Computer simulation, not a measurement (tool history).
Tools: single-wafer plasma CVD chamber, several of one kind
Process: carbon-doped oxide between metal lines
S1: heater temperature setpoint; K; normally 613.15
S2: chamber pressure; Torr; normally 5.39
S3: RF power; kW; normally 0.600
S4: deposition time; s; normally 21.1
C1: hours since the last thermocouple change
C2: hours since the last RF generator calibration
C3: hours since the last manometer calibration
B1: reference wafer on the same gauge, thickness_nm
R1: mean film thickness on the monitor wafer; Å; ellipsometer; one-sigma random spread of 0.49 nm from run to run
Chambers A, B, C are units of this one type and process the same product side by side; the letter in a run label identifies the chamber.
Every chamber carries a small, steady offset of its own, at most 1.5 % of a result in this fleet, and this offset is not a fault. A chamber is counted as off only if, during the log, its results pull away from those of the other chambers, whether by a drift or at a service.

run 1A hour=9.5 | S1=613.15 S2=5.39 S3=0.600 S4=21.1 | C1=736.7 C2=462.5 C3=539.4 | B1=122.03 | R1=1275.3
run 2B hour=19.6 | S1=613.15 S2=5.39 S3=0.600 S4=21.1 | C1=1111.4 C2=475.3 C3=712.9 | B1=122.06 | R1=1256.4
run 3C hour=27.3 | S1=613.15 S2=5.39 S3=0.600 S4=21.1 | C1=2036.4 C2=395.4 C3=2199.6 | B1=121.99 | R1=1245.1
run 4B hour=33.0 | S1=613.15 S2=5.39 S3=0.600 S4=21.1 | C1=1124.8 C2=488.7 C3=726.3 | B1=122.03 | R1=1257.3
run 5C hour=42.3 | S1=613.15 S2=5.39 S3=0.600 S4=21.1 | C1=2051.4 C2=410.4 C3=2214.6 | B1=122.02 | R1=1248.5
run 6A hour=53.3 | S1=613.15 S2=5.39 S3=0.600 S4=21.1 | C1=780.5 C2=506.3 C3=583.2 | B1=122.06 | R1=1272.2
run 7C hour=63.9 | S1=613.15 S2=5.39 S3=0.600 S4=21.1 | C1=2073.0 C2=432.0 C3=2236.2 | B1=122.02 | R1=1246.9
run 8A hour=75.6 | S1=613.15 S2=5.39 S3=0.600 S4=21.1 | C1=802.8 C2=528.6 C3=605.5 | B1=121.97 | R1=1276.2
run 9B hour=87.3 | S1=613.15 S2=5.39 S3=0.600 S4=21.1 | C1=1179.1 C2=543.0 C3=780.6 | B1=122.03 | R1=1266.1
run 10B hour=94.5 | S1=613.15 S2=5.39 S3=0.600 S4=21.1 | C1=1186.3 C2=550.2 C3=787.8 | B1=121.84 | R1=1257.9
run 11A hour=104.0 | S1=613.15 S2=5.39 S3=0.600 S4=21.1 | C1=831.2 C2=557.0 C3=633.9 | B1=122.06 | R1=1265.2
run 12C hour=111.7 | S1=613.15 S2=5.39 S3=0.600 S4=21.1 | C1=2120.8 C2=479.8 C3=2284.0 | B1=121.98 | R1=1249.4
run 13B hour=120.6 | S1=613.15 S2=5.39 S3=0.600 S4=21.1 | C1=1212.4 C2=576.3 C3=813.9 | B1=122.01 | R1=1264.7
run 14A hour=126.6 | S1=613.15 S2=5.39 S3=0.600 S4=21.1 | C1=853.8 C2=579.6 C3=656.5 | B1=121.94 | R1=1265.9
run 15C hour=135.2 | S1=613.15 S2=5.39 S3=0.600 S4=21.1 | C1=2144.3 C2=503.3 C3=2307.5 | B1=122.01 | R1=1249.5
run 16C hour=142.7 | S1=613.15 S2=5.39 S3=0.600 S4=21.1 | C1=2151.8 C2=510.8 C3=2315.0 | B1=121.91 | R1=1247.6
run 17B hour=152.1 | S1=613.15 S2=5.39 S3=0.600 S4=21.1 | C1=1243.9 C2=607.8 C3=845.4 | B1=121.91 | R1=1268.9
-- hour=157.0 chamber A: thermocouple changed; heater temperature recalibrated
run 18A hour=161.4 | S1=613.15 S2=5.39 S3=0.600 S4=21.1 | C1=4.4 C2=614.4 C3=691.3 | B1=121.89 | R1=1273.7
run 19A hour=169.6 | S1=613.15 S2=5.39 S3=0.600 S4=21.1 | C1=12.6 C2=622.6 C3=699.5 | B1=122.09 | R1=1273.7
run 20B hour=181.7 | S1=613.15 S2=4.57 S3=0.505 S4=21.1 | C1=1273.5 C2=637.4 C3=875.0 | B1=121.93 | R1=1103.0
run 21C hour=187.6 | S1=613.15 S2=4.57 S3=0.505 S4=21.1 | C1=2196.7 C2=555.7 C3=2359.9 | B1=122.14 | R1=1093.9
run 22A hour=194.6 | S1=613.15 S2=4.57 S3=0.505 S4=21.1 | C1=37.6 C2=647.6 C3=724.5 | B1=122.03 | R1=1110.4
run 23B hour=207.1 | S1=613.15 S2=5.39 S3=0.600 S4=21.1 | C1=1298.9 C2=662.8 C3=900.4 | B1=121.97 | R1=1256.5
run 24C hour=216.1 | S1=613.15 S2=5.39 S3=0.600 S4=21.1 | C1=2225.2 C2=584.2 C3=2388.4 | B1=122.09 | R1=1241.8
run 25A hour=221.7 | S1=613.15 S2=5.39 S3=0.600 S4=21.1 | C1=64.7 C2=674.7 C3=751.6 | B1=122.04 | R1=1277.8
run 26C hour=233.0 | S1=613.15 S2=5.39 S3=0.600 S4=21.1 | C1=2242.1 C2=601.1 C3=2405.3 | B1=122.06 | R1=1253.3
run 27B hour=244.3 | S1=613.15 S2=5.39 S3=0.530 S4=21.1 | C1=1336.1 C2=700.0 C3=937.6 | B1=122.06 | R1=1168.1
-- hour=248.1 chamber C: thermocouple changed; heater temperature recalibrated
-- hour=252.8 chamber B: thermocouple changed; heater temperature recalibrated
run 28A hour=255.1 | S1=613.15 S2=5.39 S3=0.530 S4=21.1 | C1=98.1 C2=708.1 C3=785.0 | B1=121.90 | R1=1183.8
run 29C hour=266.8 | S1=613.15 S2=5.39 S3=0.530 S4=21.1 | C1=18.7 C2=634.9 C3=2439.1 | B1=121.99 | R1=1156.8
-- hour=269.9 chamber C: capacitance manometer re-zeroed and calibrated
run 30B hour=276.9 | S1=613.15 S2=5.39 S3=0.600 S4=21.1 | C1=24.1 C2=732.6 C3=970.2 | B1=121.88 | R1=1264.6
run 31C hour=282.7 | S1=613.15 S2=5.39 S3=0.600 S4=21.1 | C1=34.6 C2=650.8 C3=12.9 | B1=122.03 | R1=1254.0
run 32A hour=290.0 | S1=613.15 S2=5.39 S3=0.600 S4=21.1 | C1=133.0 C2=743.0 C3=819.9 | B1=121.98 | R1=1272.9

Next, every chamber runs the same settings. What will each give?
run 33A hour=299.1 | S1=613.15 S2=5.39 S3=0.515 S4=21.1 | R1=?
run 33B hour=299.1 | S1=613.15 S2=5.39 S3=0.515 S4=21.1 | R1=?
run 33C hour=299.1 | S1=613.15 S2=5.39 S3=0.515 S4=21.1 | R1=?

run=33A R1=1166.8
run=33B R1=1147.0
run=33C R1=1139.1

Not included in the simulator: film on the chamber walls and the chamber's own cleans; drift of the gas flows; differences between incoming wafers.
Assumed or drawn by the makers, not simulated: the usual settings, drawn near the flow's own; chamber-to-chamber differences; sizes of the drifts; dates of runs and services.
